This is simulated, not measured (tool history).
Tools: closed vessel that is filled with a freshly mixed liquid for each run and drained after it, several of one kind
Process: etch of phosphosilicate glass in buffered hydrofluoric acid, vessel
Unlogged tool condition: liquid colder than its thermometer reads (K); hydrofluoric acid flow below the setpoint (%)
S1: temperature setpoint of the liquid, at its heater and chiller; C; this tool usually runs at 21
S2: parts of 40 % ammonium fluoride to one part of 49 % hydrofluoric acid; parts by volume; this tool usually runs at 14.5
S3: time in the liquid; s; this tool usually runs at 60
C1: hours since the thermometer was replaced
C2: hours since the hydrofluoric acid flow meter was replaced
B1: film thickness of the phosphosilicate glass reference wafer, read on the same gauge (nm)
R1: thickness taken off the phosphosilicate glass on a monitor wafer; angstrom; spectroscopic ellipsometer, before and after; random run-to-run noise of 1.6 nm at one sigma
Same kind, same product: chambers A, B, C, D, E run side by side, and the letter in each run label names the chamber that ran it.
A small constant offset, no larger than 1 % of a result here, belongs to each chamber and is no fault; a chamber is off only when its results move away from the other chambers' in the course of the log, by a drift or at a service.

run,hour,S1,S2,S3,C1,C2,B1,R1
1A,10.8,21,14.5,60,1733.8,775.6,100.010,2115.8
2C,25.5,21,14.5,60,1014.8,897.0,100.010,2153.8
# hour 28.1: chamber A: hydrofluoric acid flow meter replaced
3B,35.8,21,14.5,60,2432.8,1524.9,100.010,2120.5
4E,46.8,21,14.5,60,259.6,1038.4,100.010,2134.2
# hour 47.1: chamber B: thermometer replaced
5D,55.5,21,17.0,85,1203.5,990.9,100.020,2603.8
6D,68.6,21,17.0,85,1216.6,1004.0,100.010,2612.1
7E,78.7,21,17.0,85,291.5,1070.3,99.992,2619.5
8A,92.8,21,17.0,85,1815.8,64.7,100.000,2557.1
9B,107.8,21,17.0,85,60.7,1596.9,99.974,2562.0
10C,119.7,21,14.5,60,1109.0,991.2,100.050,2117.4
11D,130.3,21,14.5,60,1278.3,1065.7,99.979,2134.3
# hour 131.1: chamber B: hydrofluoric acid flow meter replaced
12C,138.2,21,14.5,60,1127.5,1009.7,100.020,2146.1
13E,154.3,21,14.5,60,367.1,1145.9,99.970,2125.3
14B,166.2,21,14.5,60,119.1,35.2,100.020,2151.8
15A,177.7,21,14.5,60,1900.7,149.6,99.967,2092.0
16C,185.9,21,14.5,60,1175.2,1057.4,99.972,2153.0
# hour 190.0: chamber D: hydrofluoric acid flow meter replaced
17A,194.8,21,14.5,60,1917.8,166.7,100.020,2129.0
18D,206.7,21,14.5,60,1354.7,16.7,100.080,2153.6
19B,223.0,18,12.0,60,175.9,92.0,100.000,2163.9
20E,236.5,18,12.0,60,449.3,1228.1,99.992,2208.7
21A,252.3,18,12.0,60,1975.3,224.2,100.010,2173.0
22E,260.1,18,12.0,60,472.9,1251.7,100.000,2162.7
23B,272.6,18,12.0,60,225.5,141.6,100.030,2154.3
24C,289.1,21,14.5,60,1278.4,1160.6,99.973,2091.1
25D,300.7,21,19.0,90,1448.7,110.7,99.975,2493.5
26B,314.7,21,19.0,90,267.6,183.7,100.060,2466.3
27E,326.4,21,19.0,90,539.2,1318.0,100.000,2428.3
28C,339.7,21,19.0,90,1329.0,1211.2,100.030,2334.9
29D,353.7,21,19.0,90,1501.7,163.7,100.010,2463.7
30A,361.1,21,14.5,60,2084.1,333.0,100.010,2125.9
31B,377.1,21,14.5,45,330.0,246.1,99.974,1598.8
32A,384.2,21,14.5,45,2107.2,356.1,100.020,1597.4
33C,394.4,21,14.5,45,1383.7,1265.9,99.946,1503.4
34D,403.6,21,14.5,45,1551.6,213.6,100.010,1613.2
35E,418.5,21,14.5,45,631.3,1410.1,99.980,1603.9
36E,426.8,21,14.5,60,639.6,1418.4,100.010,2129.3
37A,434.2,21,14.5,60,2157.2,406.1,100.020,2095.9
38D,442.1,21,14.5,60,1590.1,252.1,99.963,2139.7
39B,457.4,21,14.5,60,410.3,326.4,99.980,2115.4
40C,465.7,21,14.5,60,1455.0,1337.2,100.000,1975.0
41A,480.7,21,14.5,60,2203.7,452.6,100.070,2100.1
42D,489.9,21,14.5,60,1637.9,299.9,100.050,2162.7
43C,502.6,21,14.5,60,1491.9,1374.1,99.938,1943.4
44E,517.4,18,14.5,35,730.2,1509.0,99.985,1047.4

Read the log: is a single chamber off, either drifting away or since a service, is the gauge that measures every chamber drifting, or is nothing wrong beyond small per-chamber offsets? Name any odd chamber and what most likely caused it.

One chamber, C, drifts off from the rest bit by bit.
Likeliest cause: liquid colder than its thermometer reads (K) = 1.88.
Not necessarily distinguishable in this log from: hydrofluoric acid flow below the setpoint (%).

Which of the 4 candidates below, each the usual settings with something changed and its results left as question marks, puts chamber C back in line with what the other chambers give on the usual settings?
In-line tolerance around the mean of the other chambers on the usual settings: R1 56.0 angstrom
45C-1,529.2,20.5,15.5,60,,,,?
45C-2,529.2,21.5,13.5,60,,,,?
45C-3,529.2,19.5,16.5,60,,,,?
45C-4,529.2,21.0,11.5,60,,,,?

The other chambers' mean on the usual settings: R1 2131.9 angstrom
run,R1
45C-1,1757.7
45C-2,2126.5
45C-3,1562.5
45C-4,2413.6
The right change is 45C-2: it brings the chamber back within the allowed miss of the others.
